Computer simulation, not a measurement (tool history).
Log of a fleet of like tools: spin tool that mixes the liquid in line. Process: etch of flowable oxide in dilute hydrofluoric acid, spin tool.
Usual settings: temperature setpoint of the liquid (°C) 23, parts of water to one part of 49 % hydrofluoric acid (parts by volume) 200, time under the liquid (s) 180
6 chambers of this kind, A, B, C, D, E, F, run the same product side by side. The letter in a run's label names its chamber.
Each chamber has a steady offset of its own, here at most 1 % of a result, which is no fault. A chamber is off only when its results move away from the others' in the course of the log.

run,hour,temperature setpoint of the liquid (°C),parts of water to one part of 49 % hydrofluoric acid (parts by volume),time under the liquid (s),"read-back film thickness of the flowable oxide reference wafer, read on the same gauge (nm)",thickness taken off the flowable oxide on a monitor wafer (Å)
1B,9.8,23,200,180,30.007,223.7
2C,21.1,23,200,180,30.01,226.09
3E,30.1,23,200,180,30.016,225.64
4F,35.8,23,200,180,30.009,224.14
5D,45.4,23,200,180,30.03,221.86
6A,55.9,23,200,180,30.01,221.07
7D,67.4,25.5,200,180,29.99,244.01
8B,73.1,25.5,200,180,30.012,246.72
# hour 78.6: chamber E: hydrofluoric acid flow meter replaced
9F,78.9,25.5,200,180,29.985,244.73
10A,87.5,25.5,200,180,29.99,239.45
11C,97.7,25.5,200,180,30.012,245.3
12E,108,25.5,200,180,29.998,242.79
13F,118.3,23,200,180,29.983,223.03
14D,126.5,23,200,180,30.01,222.73
15C,132.8,23,200,180,30.014,226.31
16B,138.5,23,200,180,30,224.92
17A,147.6,23,200,180,30.018,219.23
18E,154.4,23,200,180,29.988,225.34
19E,160.6,23,145,180,29.979,325.85
20B,165.7,23,145,180,30.006,323.73
21A,170.8,23,145,180,30.005,328.45
22F,176,23,145,180,30.01,324.88
23C,183.8,23,145,180,29.997,326.91
24D,191.7,23,145,180,29.991,340.18
25A,200.7,23,200,180,29.991,220.07
26C,207.6,23,200,180,30.027,225.23
27E,216.5,23,200,180,30,224.36
28D,222.3,23,200,180,30.024,233.81
29F,229.9,23,200,180,30.012,219.78
30B,238.9,23,200,180,30.026,223.72
31F,248.7,23,200,180,30.01,224.94
# hour 249.3: chamber A: hydrofluoric acid flow meter replaced
32D,257.3,23,200,180,29.997,239.56
33E,267.6,23,200,180,30.01,225.65
34A,275.5,23,200,180,29.998,221.77
35B,285.1,23,200,90,29.979,112.3
36C,290.7,23,200,90,30.008,111.75

What goes on in this fleet: one chamber off, a drifting gauge, or nothing beyond the chambers' own small offsets? Name the chamber and the cause, if any.

Chamber D drifts away from the others.
Cause: hydrofluoric acid flow above the setpoint (%) = 9.14.
The log may not tell that from: liquid hotter than its thermometer reads (K).

Here are 4 candidates for chamber D's next run, each the usual settings with a change, their results left as question marks. Which one brings its results back in line with what the others give on the usual settings?
In line means no further than this from the other chambers' mean on the usual settings: thickness taken off the flowable oxide on a monitor wafer (Å) 6.9
37D-1,298.9,23,220,180,,?
37D-2,298.9,22.5,235,180,,?
37D-3,298.9,23,190,190,,?
37D-4,298.9,23.5,185,200,,?

The other chambers' mean on the usual settings: thickness taken off the flowable oxide on a monitor wafer (Å) 223.22
run,thickness taken off the flowable oxide on a monitor wafer (Å)
37D-1,220.58
37D-2,200.02
37D-3,276.96
37D-4,306.55
37D-1 brings the chamber back in line.
